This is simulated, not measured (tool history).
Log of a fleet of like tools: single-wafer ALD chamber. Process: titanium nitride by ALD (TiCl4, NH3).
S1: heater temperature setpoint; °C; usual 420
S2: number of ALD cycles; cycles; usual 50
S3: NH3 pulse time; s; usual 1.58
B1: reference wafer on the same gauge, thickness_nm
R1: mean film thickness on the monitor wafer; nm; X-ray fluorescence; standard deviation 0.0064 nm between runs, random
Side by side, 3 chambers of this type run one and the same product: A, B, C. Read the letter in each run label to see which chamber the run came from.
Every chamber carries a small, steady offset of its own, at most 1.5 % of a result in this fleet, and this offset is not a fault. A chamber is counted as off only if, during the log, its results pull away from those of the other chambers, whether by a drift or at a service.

Run 1A, hour 4: usual settings; B1 1.2004. Result: R1 1.0898 nm.
Run 2C, hour 9.8: usual settings; B1 1.201. Result: R1 1.1085 nm.
Run 3B, hour 15.8: usual settings; B1 1.1991. Result: R1 1.1137 nm.
Run 4A, hour 22.2: usual settings; B1 1.1989. Result: R1 1.0916 nm.
Run 5B, hour 26.1: usual settings; B1 1.1987. Result: R1 1.1062 nm.
Run 6C, hour 30.9: usual settings; B1 1.1991. Result: R1 1.1148 nm.
Run 7C, hour 35.4: usual settings; B1 1.1987. Result: R1 1.1159 nm.
Run 8B, hour 42.6: usual settings but S1 429 °C, S3 1.31 s; B1 1.1999. Result: R1 1.0993 nm.
Run 9A, hour 47.2: usual settings but S1 429 °C, S3 1.31 s; B1 1.2001. Result: R1 1.0922 nm.
Run 10C, hour 55.4: usual settings but S1 429 °C, S3 1.31 s; B1 1.1992. Result: R1 1.1179 nm.
Run 11A, hour 61.3: usual settings but S2 44 cycles; B1 1.2002. Result: R1 0.95921 nm.
Run 12B, hour 70: usual settings but S2 44 cycles; B1 1.1999. Result: R1 0.95862 nm.
Run 13A, hour 74.9: usual settings but S2 44 cycles; B1 1.202. Result: R1 0.96354 nm.
Run 14C, hour 81.8: usual settings; B1 1.2. Result: R1 1.1191 nm.
Run 15B, hour 85.6: usual settings; B1 1.1998. Result: R1 1.1047 nm.
Run 16A, hour 92.9: usual settings; B1 1.2009. Result: R1 1.089 nm.
Run 17C, hour 98: usual settings but S1 434 °C, S3 1.11 s; B1 1.1984. Result: R1 1.1185 nm.
Run 18B, hour 106.2: usual settings but S1 434 °C, S3 1.11 s; B1 1.2018. Result: R1 1.0977 nm.
Run 19B, hour 110.1: usual settings but S1 434 °C, S3 1.11 s; B1 1.2006. Result: R1 1.0894 nm.
Run 20C, hour 114.7: usual settings; B1 1.2018. Result: R1 1.1208 nm.
Run 21A, hour 118.9: usual settings but S1 427 °C; B1 1.2. Result: R1 1.0929 nm.
Run 22C, hour 123: usual settings but S1 427 °C; B1 1.1995. Result: R1 1.1286 nm.
Run 23B, hour 128.4: usual settings but S1 427 °C; B1 1.2011. Result: R1 1.0955 nm.
Run 24A, hour 136.2: usual settings; B1 1.2012. Result: R1 1.0915 nm.
Run 25A, hour 144.1: usual settings; B1 1.2009. Result: R1 1.0983 nm.
Run 26C, hour 148: usual settings; B1 1.2. Result: R1 1.122 nm.

All 3 chambers run these settings next. Forecast each chamber's results:
Run 27A, hour 154.3: usual settings but S2 40 cycles. Result: R1 ?.
Run 27B, hour 154.3: usual settings but S2 40 cycles. Result: R1 ?.
Run 27C, hour 154.3: usual settings but S2 40 cycles. Result: R1 ?.

run       R1
27A  0.87228
27B  0.88331
27C  0.89528

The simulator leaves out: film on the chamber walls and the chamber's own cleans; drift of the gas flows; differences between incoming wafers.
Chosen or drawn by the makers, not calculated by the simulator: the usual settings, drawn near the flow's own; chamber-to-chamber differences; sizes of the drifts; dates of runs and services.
